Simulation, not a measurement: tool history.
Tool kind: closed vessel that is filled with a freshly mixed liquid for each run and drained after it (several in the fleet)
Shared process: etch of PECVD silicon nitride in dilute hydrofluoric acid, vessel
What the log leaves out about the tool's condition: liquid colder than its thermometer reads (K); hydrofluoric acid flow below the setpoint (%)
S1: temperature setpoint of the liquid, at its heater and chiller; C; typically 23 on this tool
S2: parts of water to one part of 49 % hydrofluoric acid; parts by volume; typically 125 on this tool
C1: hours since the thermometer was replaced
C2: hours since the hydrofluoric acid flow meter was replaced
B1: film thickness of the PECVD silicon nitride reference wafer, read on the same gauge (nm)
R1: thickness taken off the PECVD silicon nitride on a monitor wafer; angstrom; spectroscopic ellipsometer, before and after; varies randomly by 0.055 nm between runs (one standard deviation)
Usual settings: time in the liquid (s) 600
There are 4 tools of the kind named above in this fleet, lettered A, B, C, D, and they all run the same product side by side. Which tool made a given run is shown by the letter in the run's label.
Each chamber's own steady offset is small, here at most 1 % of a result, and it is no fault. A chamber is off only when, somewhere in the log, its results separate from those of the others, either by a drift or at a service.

Run 1C, hour 6.4: usual settings; C1 229.3; C2 895.4; B1 79.951. Result: R1 143.33 angstrom.
Run 2B, hour 10.5: usual settings; C1 879.2; C2 709.9; B1 80.005. Result: R1 145.6 angstrom.
Run 3D, hour 16: usual settings; C1 349.1; C2 87.4; B1 79.998. Result: R1 144.78 angstrom.
Run 4A, hour 21.9: usual settings; C1 512.9; C2 559.1; B1 79.993. Result: R1 145.56 angstrom.
Run 5D, hour 28.9: usual settings; C1 362; C2 100.3; B1 79.942. Result: R1 144.12 angstrom.
Run 6C, hour 35: usual settings; C1 257.9; C2 924; B1 80.01. Result: R1 144 angstrom.
Run 7B, hour 42.8: usual settings; C1 911.5; C2 742.2; B1 80.046. Result: R1 145.32 angstrom.
Run 8A, hour 49.6: usual settings but S1 21.5 C, time in the liquid (s) 395; C1 540.6; C2 586.8; B1 79.977. Result: R1 86.936 angstrom.
Run 9A, hour 53.5: usual settings but S1 21.5 C, time in the liquid (s) 395; C1 544.5; C2 590.7; B1 79.976. Result: R1 86.163 angstrom.
At hour 57.7: chamber A: thermometer replaced.
Run 10D, hour 59.9: usual settings but S1 21.5 C, time in the liquid (s) 395; C1 393; C2 131.3; B1 80.007. Result: R1 86.446 angstrom.
Run 11C, hour 67.5: usual settings but S1 21.5 C, time in the liquid (s) 395; C1 290.4; C2 956.5; B1 80. Result: R1 85.424 angstrom.
Run 12B, hour 71.9: usual settings; C1 940.6; C2 771.3; B1 80.022. Result: R1 144.35 angstrom.
Run 13D, hour 75.7: usual settings; C1 408.8; C2 147.1; B1 80.036. Result: R1 144.12 angstrom.
Run 14C, hour 81.7: usual settings; C1 304.6; C2 970.7; B1 79.993. Result: R1 143.51 angstrom.
Run 15A, hour 88.4: usual settings; C1 30.7; C2 625.6; B1 79.989. Result: R1 145.55 angstrom.
Run 16B, hour 96: usual settings; C1 964.7; C2 795.4; B1 79.962. Result: R1 145.33 angstrom.
Run 17A, hour 100.3: usual settings; C1 42.6; C2 637.5; B1 79.946. Result: R1 144.9 angstrom.
Run 18B, hour 108.3: usual settings; C1 977; C2 807.7; B1 79.996. Result: R1 144.06 angstrom.
Run 19D, hour 113: usual settings; C1 446.1; C2 184.4; B1 80.04. Result: R1 143.47 angstrom.
Run 20C, hour 117.7: usual settings; C1 340.6; C2 1006.7; B1 79.984. Result: R1 143.4 angstrom.
Run 21B, hour 123: usual settings but S2 95 parts by volume, time in the liquid (s) 480; C1 991.7; C2 822.4; B1 80.016. Result: R1 150.35 angstrom.
Run 22D, hour 128.4: usual settings but S2 95 parts by volume, time in the liquid (s) 480; C1 461.5; C2 199.8; B1 79.977. Result: R1 151.48 angstrom.
Run 23C, hour 134.5: usual settings but S2 95 parts by volume, time in the liquid (s) 480; C1 357.4; C2 1023.5; B1 80.036. Result: R1 148.1 angstrom.
Run 24A, hour 138.6: usual settings but S2 95 parts by volume, time in the liquid (s) 480; C1 80.9; C2 675.8; B1 79.997. Result: R1 151.89 angstrom.
Run 25B, hour 146.2: usual settings but S1 27 C; C1 1014.9; C2 845.6; B1 79.991. Result: R1 187.16 angstrom.
Run 26A, hour 153.6: usual settings but S1 27 C; C1 95.9; C2 690.8; B1 80.05. Result: R1 187.69 angstrom.
Run 27C, hour 158.3: usual settings but S1 27 C; C1 381.2; C2 1047.3; B1 79.991. Result: R1 184.17 angstrom.
Run 28D, hour 163.9: usual settings but S1 27 C; C1 497; C2 235.3; B1 80.016. Result: R1 186.35 angstrom.
Run 29C, hour 170.7: usual settings; C1 393.6; C2 1059.7; B1 80.017. Result: R1 142.77 angstrom.
Run 30D, hour 175.9: usual settings; C1 509; C2 247.3; B1 80.017. Result: R1 143.28 angstrom.
Run 31B, hour 180.7: usual settings but S2 85 parts by volume, time in the liquid (s) 280; C1 1049.4; C2 880.1; B1 79.987. Result: R1 98.206 angstrom.
Run 32A, hour 188.1: usual settings but S2 85 parts by volume, time in the liquid (s) 280; C1 130.4; C2 725.3; B1 79.996. Result: R1 97.906 angstrom.
Run 33D, hour 192.6: usual settings but S2 85 parts by volume, time in the liquid (s) 280; C1 525.7; C2 264; B1 79.987. Result: R1 98.29 angstrom.
Run 34A, hour 199.5: usual settings but S2 85 parts by volume, time in the liquid (s) 280; C1 141.8; C2 736.7; B1 80.031. Result: R1 97.598 angstrom.
Run 35C, hour 205.9: usual settings but S1 27.5 C, S2 145 parts by volume; C1 428.8; C2 1094.9; B1 80.06. Result: R1 161.91 angstrom.

Next, every chamber runs the same settings. What will each give?
Run 36A, hour 212: usual settings but S2 155 parts by volume. Result: R1 ?.
Run 36B, hour 212: usual settings but S2 155 parts by volume. Result: R1 ?.
Run 36C, hour 212: usual settings but S2 155 parts by volume. Result: R1 ?.
Run 36D, hour 212: usual settings but S2 155 parts by volume. Result: R1 ?.

run      R1
36A  118.15
36B  117.72
36C  113.81
36D  116.68
